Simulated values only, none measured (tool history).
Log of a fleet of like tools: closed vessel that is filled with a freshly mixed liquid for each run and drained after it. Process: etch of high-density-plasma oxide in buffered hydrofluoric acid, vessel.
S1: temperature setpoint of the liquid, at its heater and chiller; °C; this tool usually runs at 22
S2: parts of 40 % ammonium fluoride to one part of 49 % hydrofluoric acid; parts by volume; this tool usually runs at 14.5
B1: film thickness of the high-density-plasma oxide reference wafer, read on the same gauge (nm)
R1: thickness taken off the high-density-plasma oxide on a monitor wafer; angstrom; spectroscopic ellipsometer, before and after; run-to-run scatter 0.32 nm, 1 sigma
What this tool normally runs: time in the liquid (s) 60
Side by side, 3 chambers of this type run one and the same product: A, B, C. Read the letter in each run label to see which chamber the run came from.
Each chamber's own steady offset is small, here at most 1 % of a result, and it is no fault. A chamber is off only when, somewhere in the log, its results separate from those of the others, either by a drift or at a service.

{"run": "1B", "hour": 4.4, "S1": 22, "S2": 14.5, "time in the liquid (s)": 60, "B1": 50.041, "R1": 461.95}
{"run": "2A", "hour": 11.7, "S1": 22, "S2": 14.5, "time in the liquid (s)": 60, "B1": 49.968, "R1": 464.42}
{"run": "3C", "hour": 19.7, "S1": 22, "S2": 14.5, "time in the liquid (s)": 60, "B1": 50.005, "R1": 465.23}
{"run": "4A", "hour": 28.1, "S1": 22, "S2": 14.5, "time in the liquid (s)": 60, "B1": 50.032, "R1": 460.74}
{"run": "5C", "hour": 34.9, "S1": 22, "S2": 14.5, "time in the liquid (s)": 60, "B1": 49.998, "R1": 468.78}
{"run": "6B", "hour": 41.3, "S1": 22, "S2": 14.5, "time in the liquid (s)": 60, "B1": 49.969, "R1": 463.93}
{"run": "7C", "hour": 49.5, "S1": 22, "S2": 14.5, "time in the liquid (s)": 60, "B1": 49.997, "R1": 467.69}
{"run": "8A", "hour": 57.3, "S1": 22, "S2": 14.5, "time in the liquid (s)": 60, "B1": 50.024, "R1": 473.62}
{"run": "9B", "hour": 61.9, "S1": 22, "S2": 14.5, "time in the liquid (s)": 60, "B1": 50.005, "R1": 464.89}
{"run": "10C", "hour": 65.9, "S1": 22, "S2": 14.5, "time in the liquid (s)": 60, "B1": 50.012, "R1": 471.06}
{"run": "11A", "hour": 72.8, "S1": 22, "S2": 14.5, "time in the liquid (s)": 60, "B1": 49.982, "R1": 462.53}
{"run": "12B", "hour": 80.8, "S1": 22, "S2": 14.5, "time in the liquid (s)": 60, "B1": 49.987, "R1": 460.28}
{"run": "13C", "hour": 87.2, "S1": 22, "S2": 14.5, "time in the liquid (s)": 60, "B1": 49.991, "R1": 467.3}
{"run": "14A", "hour": 91.4, "S1": 22, "S2": 14.5, "time in the liquid (s)": 60, "B1": 50.029, "R1": 458.22}
{"run": "15B", "hour": 96.9, "S1": 22, "S2": 14.5, "time in the liquid (s)": 60, "B1": 49.983, "R1": 465.08}
{"run": "16A", "hour": 104.7, "S1": 22, "S2": 14.5, "time in the liquid (s)": 60, "B1": 50.01, "R1": 464.02}
{"run": "17C", "hour": 112.2, "S1": 22, "S2": 14.5, "time in the liquid (s)": 60, "B1": 49.997, "R1": 468.73}
{"run": "18B", "hour": 117.5, "S1": 26.5, "S2": 11, "time in the liquid (s)": 60, "B1": 49.985, "R1": 775.69}
{"run": "19B", "hour": 126.2, "S1": 26.5, "S2": 11, "time in the liquid (s)": 60, "B1": 50.019, "R1": 765.94}
{"run": "20A", "hour": 132.1, "S1": 26.5, "S2": 11, "time in the liquid (s)": 60, "B1": 49.967, "R1": 761.61}
{"run": "21C", "hour": 136.1, "S1": 22, "S2": 14.5, "time in the liquid (s)": 60, "B1": 50.036, "R1": 468.5}
{"run": "22C", "hour": 140.2, "S1": 23.5, "S2": 14.5, "time in the liquid (s)": 30, "B1": 50.039, "R1": 255.3}
{"run": "23A", "hour": 147.8, "S1": 23.5, "S2": 14.5, "time in the liquid (s)": 30, "B1": 49.988, "R1": 246.47}
{"run": "24B", "hour": 154.2, "S1": 23.5, "S2": 14.5, "time in the liquid (s)": 30, "B1": 49.977, "R1": 252.3}
{"hour": 155.6, "done": "chamber A: hydrofluoric acid flow meter replaced"}
{"run": "25A", "hour": 160.8, "S1": 22, "S2": 14.5, "time in the liquid (s)": 60, "B1": 50.006, "R1": 447.43}
{"run": "26B", "hour": 166.7, "S1": 22, "S2": 17.5, "time in the liquid (s)": 60, "B1": 50.012, "R1": 388.5}
{"run": "27C", "hour": 172.5, "S1": 22, "S2": 17.5, "time in the liquid (s)": 60, "B1": 50.002, "R1": 391.94}
{"run": "28A", "hour": 181.1, "S1": 22, "S2": 17.5, "time in the liquid (s)": 60, "B1": 50.033, "R1": 365.86}
{"run": "29C", "hour": 185.2, "S1": 22, "S2": 14.5, "time in the liquid (s)": 60, "B1": 50.001, "R1": 468.2}
{"run": "30B", "hour": 192.6, "S1": 22, "S2": 14.5, "time in the liquid (s)": 60, "B1": 50.004, "R1": 461.16}
{"run": "31A", "hour": 199.9, "S1": 22, "S2": 14.5, "time in the liquid (s)": 60, "B1": 50.014, "R1": 438.01}
{"run": "32C", "hour": 205.4, "S1": 22, "S2": 14.5, "time in the liquid (s)": 60, "B1": 49.99, "R1": 475.01}
{"run": "33B", "hour": 212.2, "S1": 22, "S2": 14.5, "time in the liquid (s)": 60, "B1": 50.01, "R1": 464.02}
{"run": "34A", "hour": 216.6, "S1": 22, "S2": 14.5, "time in the liquid (s)": 60, "B1": 49.979, "R1": 437.83}
{"run": "35B", "hour": 222.0, "S1": 22, "S2": 14.5, "time in the liquid (s)": 60, "B1": 50.002, "R1": 463.36}
{"run": "36C", "hour": 228.9, "S1": 22, "S2": 14.5, "time in the liquid (s)": 60, "B1": 50.019, "R1": 471.39}
{"run": "37C", "hour": 236.3, "S1": 22, "S2": 14.5, "time in the liquid (s)": 60, "B1": 50.02, "R1": 468.22}
{"run": "38A", "hour": 242.4, "S1": 22, "S2": 14.5, "time in the liquid (s)": 60, "B1": 49.979, "R1": 430.18}

Read the log: is a single chamber off, either drifting away or since a service, is the gauge that measures every chamber drifting, or is nothing wrong beyond small per-chamber offsets? Name any odd chamber and what most likely caused it.

It is chamber A that slowly wanders off from its peers.
Likeliest cause: liquid colder than its thermometer reads (K) = 1.57.

Which of the 4 candidates below, each the usual settings with something changed and its results left as question marks, puts chamber A back in line with what the other chambers give on the usual settings?
In-line tolerance around the mean of the other chambers on the usual settings: R1 11 angstrom
{"run": "39A-1", "hour": 248.9, "S1": 22, "S2": 15, "time in the liquid (s)": 60, "R1": "?"}
{"run": "39A-2", "hour": 248.9, "S1": 22, "S2": 14, "time in the liquid (s)": 60, "R1": "?"}
{"run": "39A-3", "hour": 248.9, "S1": 22, "S2": 14.5, "time in the liquid (s)": 65, "R1": "?"}
{"run": "39A-4", "hour": 248.9, "S1": 22, "S2": 14.5, "time in the liquid (s)": 55, "R1": "?"}

What the other chambers average on the usual settings: R1 465.23 angstrom
run=39A-1 R1=413.86
run=39A-2 R1=443.2
run=39A-3 R1=463.7
run=39A-4 R1=392.36
39A-3 is the one that brings the chamber's results back in line with the other chambers.
